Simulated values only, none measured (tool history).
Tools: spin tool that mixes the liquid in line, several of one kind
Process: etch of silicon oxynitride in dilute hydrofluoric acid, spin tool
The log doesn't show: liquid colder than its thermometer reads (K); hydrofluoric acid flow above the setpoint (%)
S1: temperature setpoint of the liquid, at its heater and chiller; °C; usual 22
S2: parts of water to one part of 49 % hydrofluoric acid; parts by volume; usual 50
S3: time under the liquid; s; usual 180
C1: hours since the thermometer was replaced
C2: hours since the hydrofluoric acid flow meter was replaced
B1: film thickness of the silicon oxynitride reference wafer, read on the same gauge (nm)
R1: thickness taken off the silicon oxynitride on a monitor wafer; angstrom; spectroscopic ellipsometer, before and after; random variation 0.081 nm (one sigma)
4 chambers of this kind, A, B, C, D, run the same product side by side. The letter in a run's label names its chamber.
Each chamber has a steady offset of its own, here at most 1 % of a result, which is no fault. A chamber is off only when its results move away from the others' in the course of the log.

run,day,S1,S2,S3,C1,C2,B1,R1
1C,0.296,22,50,180,494.7,787.9,149.95,90.17
2A,0.504,22,50,180,1702.6,1867.4,149.99,89.256
3B,0.858,22,50,180,2227.6,1060.9,150,90.761
4D,1.079,22,50,180,547,156.3,150.01,90.414
5B,1.329,22,50,180,2238.9,1072.2,150.04,90.54
6A,1.488,22,50,180,1726.2,1891,149.96,90.206
7C,1.683,20,75,180,528,821.2,149.98,53.866
8D,2.012,20,75,180,569.4,178.7,150,53.671
9B,2.229,20,75,180,2260.5,1093.8,150.01,54.263
10C,2.575,20,75,180,549.4,842.6,149.99,54.015
11D,2.754,22,50,180,587.2,196.5,149.98,89.998
12A,3.012,24,50,180,1762.8,1927.6,149.98,100.48
13D,3.362,24,50,180,601.8,211.1,150.01,100.35
14A,3.671,24,50,180,1778.6,1943.4,150.04,100.01
15C,3.904,24,50,180,581.3,874.5,150,101.77
16B,4.225,22,50,180,2308.4,1141.7,150.01,91.824
17C,4.5,22,50,180,595.6,888.8,150,92.689
18B,4.842,17.5,50,270,2323.2,1156.5,150.01,108.03
19D,5.017,17.5,50,270,641.5,250.8,150.02,108.04
20A,5.192,17.5,50,270,1815.1,1979.9,150.03,108.53
21C,5.538,17.5,50,270,620.5,913.7,150.02,113.41
22B,5.733,22,50,180,2344.6,1177.9,149.98,91.417
23D,6.021,22,50,180,665.6,274.9,149.99,91.9
24A,6.271,22,50,180,1841,2005.8,149.99,90.132
25C,6.454,22,50,180,642.5,935.7,150.01,93.758
26D,6.812,22,50,180,684.6,293.9,150.03,90.43
27B,7.083,22,50,180,2377,1210.3,150.01,91.827
28A,7.288,22,50,180,1865.4,2030.2,149.98,90.389
# day 7.396: chamber B: hydrofluoric acid flow meter replaced
29B,7.471,22,50,180,2386.3,1.8,149.99,90.77
30C,7.746,22,50,180,673.5,966.7,149.98,95.184
31A,7.921,22,50,180,1880.6,2045.4,149.96,89.533
32D,8.1,22,50,180,715.5,324.8,150.01,90.728
33C,8.358,22,50,180,688.2,981.4,150.01,96.787
34D,8.662,22,50,180,729,338.3,149.97,89.492
35B,8.892,22,50,180,2420.4,35.9,150.01,92.55
36A,9.088,22,50,180,1908.6,2073.4,150.06,87.95
37B,9.271,22,50,180,2429.5,45,149.99,91.086
38C,9.625,22,50,180,718.6,1011.8,150.03,97.803
39A,9.933,22,60,240,1928.9,2093.7,149.96,97.757

What goes on in this fleet: one chamber off, a drifting gauge, or nothing beyond the chambers' own small offsets? Name the chamber and the cause, if any.

Chamber C drifts away from the others.
Cause: hydrofluoric acid flow above the setpoint (%) = 8.02.
The log may not tell that from: liquid hotter than its thermometer reads (K).

Here are 4 candidates for chamber C's next run, each the usual settings with a change, their results left as question marks. Which one brings its results back in line with what the others give on the usual settings?
In line means no further than this from the other chambers' mean on the usual settings: R1 2.8 angstrom
40C-1,10.196,20.5,50,180,,,,?
40C-2,10.196,22,50,175,,,,?
40C-3,10.196,22,50,195,,,,?
40C-4,10.196,22,50,185,,,,?

The other chambers' mean on the usual settings: R1 90.483 angstrom
run,R1
40C-1,90.63
40C-2,94.967
40C-3,105.82
40C-4,100.39
40C-1 brings the chamber back in line.

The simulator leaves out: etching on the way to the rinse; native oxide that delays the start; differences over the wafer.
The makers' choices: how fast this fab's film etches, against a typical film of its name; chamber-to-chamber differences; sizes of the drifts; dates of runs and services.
